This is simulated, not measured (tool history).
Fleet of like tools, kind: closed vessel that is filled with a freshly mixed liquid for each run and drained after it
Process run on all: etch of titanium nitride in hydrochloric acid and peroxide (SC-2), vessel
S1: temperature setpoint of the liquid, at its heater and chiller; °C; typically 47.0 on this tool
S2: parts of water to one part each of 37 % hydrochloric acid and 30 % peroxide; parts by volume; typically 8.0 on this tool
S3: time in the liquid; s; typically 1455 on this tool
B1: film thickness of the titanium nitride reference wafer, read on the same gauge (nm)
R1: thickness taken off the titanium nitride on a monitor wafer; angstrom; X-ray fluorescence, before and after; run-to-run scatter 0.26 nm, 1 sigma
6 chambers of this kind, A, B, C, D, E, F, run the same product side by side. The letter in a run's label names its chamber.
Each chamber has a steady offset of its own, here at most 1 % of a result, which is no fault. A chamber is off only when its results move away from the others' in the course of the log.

| run | hour | S1 | S2 | S3 | B1 | R1 |
|---|---|---|---|---|---|---|
| 1D | 8.7 | 47.0 | 8.0 | 1455 | 100.000 | 336.02 |
| 2E | 19.6 | 47.0 | 8.0 | 1455 | 100.030 | 333.45 |
| 3F | 30.4 | 47.0 | 8.0 | 1455 | 100.030 | 333.55 |
| 4B | 40.4 | 47.0 | 8.0 | 1455 | 99.984 | 330.92 |
| 5A | 47.6 | 47.0 | 8.0 | 1455 | 100.030 | 334.16 |
|  | 50.6 | chamber F: thermometer replaced |
| 6C | 56.2 | 47.0 | 8.0 | 1455 | 99.998 | 331.18 |
| 7A | 67.4 | 47.0 | 8.0 | 1455 | 99.957 | 328.33 |
| 8C | 73.8 | 47.0 | 8.0 | 1455 | 99.989 | 330.95 |
|  | 74.4 | chamber C: new drum of peroxide connected |
| 9D | 80.9 | 47.0 | 8.0 | 1455 | 99.966 | 333.92 |
| 10E | 89.8 | 47.0 | 8.0 | 1455 | 99.996 | 333.48 |
| 11F | 99.8 | 47.0 | 8.0 | 1455 | 100.000 | 337.28 |
| 12B | 113.1 | 37.5 | 5.5 | 1455 | 99.970 | 227.40 |
| 13D | 125.5 | 37.5 | 5.5 | 1455 | 99.994 | 228.64 |
| 14B | 135.2 | 37.5 | 5.5 | 1455 | 100.000 | 229.09 |
| 15C | 147.6 | 37.5 | 5.5 | 1455 | 99.981 | 234.23 |
| 16E | 158.6 | 37.5 | 5.5 | 1455 | 99.999 | 227.13 |
| 17A | 170.3 | 37.5 | 5.5 | 1455 | 99.955 | 226.18 |
|  | 175.2 | chamber A: chemicals flow meter replaced |
| 18F | 177.1 | 47.0 | 8.0 | 1455 | 99.996 | 340.31 |
| 19C | 189.3 | 47.0 | 8.0 | 1455 | 100.020 | 347.36 |
| 20B | 196.1 | 47.0 | 8.0 | 1455 | 99.962 | 329.95 |
| 21E | 205.4 | 47.0 | 8.0 | 1455 | 99.988 | 329.08 |
| 22F | 215.7 | 47.0 | 8.0 | 1455 | 100.040 | 337.06 |
|  | 217.5 | chamber A: new drum of peroxide connected |
| 23D | 226.0 | 47.0 | 8.0 | 1455 | 99.960 | 334.06 |
| 24A | 238.1 | 47.0 | 8.0 | 1455 | 100.010 | 330.38 |
| 25B | 247.7 | 47.0 | 8.0 | 1455 | 100.050 | 329.89 |
|  | 255.8 | chamber D: new drum of peroxide connected |
| 26E | 256.0 | 50.0 | 6.0 | 1455 | 100.020 | 503.75 |
| 27C | 265.0 | 50.0 | 6.0 | 1455 | 99.996 | 550.61 |
|  | 271.7 | chamber B: chemicals flow meter replaced |
| 28F | 274.9 | 50.0 | 6.0 | 1455 | 99.990 | 512.35 |
| 29D | 281.4 | 50.0 | 6.0 | 1455 | 100.020 | 508.69 |
| 30A | 292.5 | 50.0 | 6.0 | 1455 | 100.010 | 507.61 |
| 31E | 305.5 | 50.0 | 6.0 | 1455 | 99.958 | 514.72 |
|  | 310.9 | chamber F: new drum of peroxide connected |
| 32B | 313.6 | 47.0 | 8.0 | 1455 | 100.030 | 332.74 |
| 33F | 325.6 | 47.0 | 8.0 | 1455 | 99.978 | 334.81 |
| 34A | 336.3 | 47.0 | 8.0 | 1455 | 99.997 | 330.45 |
| 35C | 347.6 | 47.0 | 8.0 | 1455 | 100.040 | 364.56 |
| 36D | 356.5 | 47.0 | 8.0 | 1455 | 100.020 | 333.92 |
| 37E | 369.4 | 47.0 | 8.0 | 1455 | 99.973 | 339.68 |

Which is it: a chamber that has drifted or been left off by a service, a gauge drift common to all chambers, or only each chamber's usual small offset? If a chamber is off, name it and its likeliest cause.

One chamber, C, drifts off from the rest bit by bit.
Likeliest cause: liquid hotter than its thermometer reads (K) = 1.64.
The log might look much the same if the cause were instead: chemicals flow above the setpoint (%).

Below are 4 candidate recipes for chamber C's next run, each the usual settings with a change, their results shown as question marks. Which of them brings C's results back in line with what the other chambers give on the usual settings?
In line here means within this much of the mean the other chambers give on the usual settings: R1 9.00 angstrom
| 38C-1 | 379.0 | 47.0 | 8.5 | 1285 |  | ? |
| 38C-2 | 379.0 | 47.0 | 7.5 | 1625 |  | ? |
| 38C-3 | 379.0 | 48.0 | 7.5 | 1455 |  | ? |
| 38C-4 | 379.0 | 46.0 | 8.0 | 1385 |  | ? |

What the other chambers average on the usual settings: R1 332.49 angstrom
| run | R1 |
|---|---|
| 38C-1 | 315.32 |
| 38C-2 | 440.91 |
| 38C-3 | 422.16 |
| 38C-4 | 333.42 |
38C-4 brings the chamber back in line.

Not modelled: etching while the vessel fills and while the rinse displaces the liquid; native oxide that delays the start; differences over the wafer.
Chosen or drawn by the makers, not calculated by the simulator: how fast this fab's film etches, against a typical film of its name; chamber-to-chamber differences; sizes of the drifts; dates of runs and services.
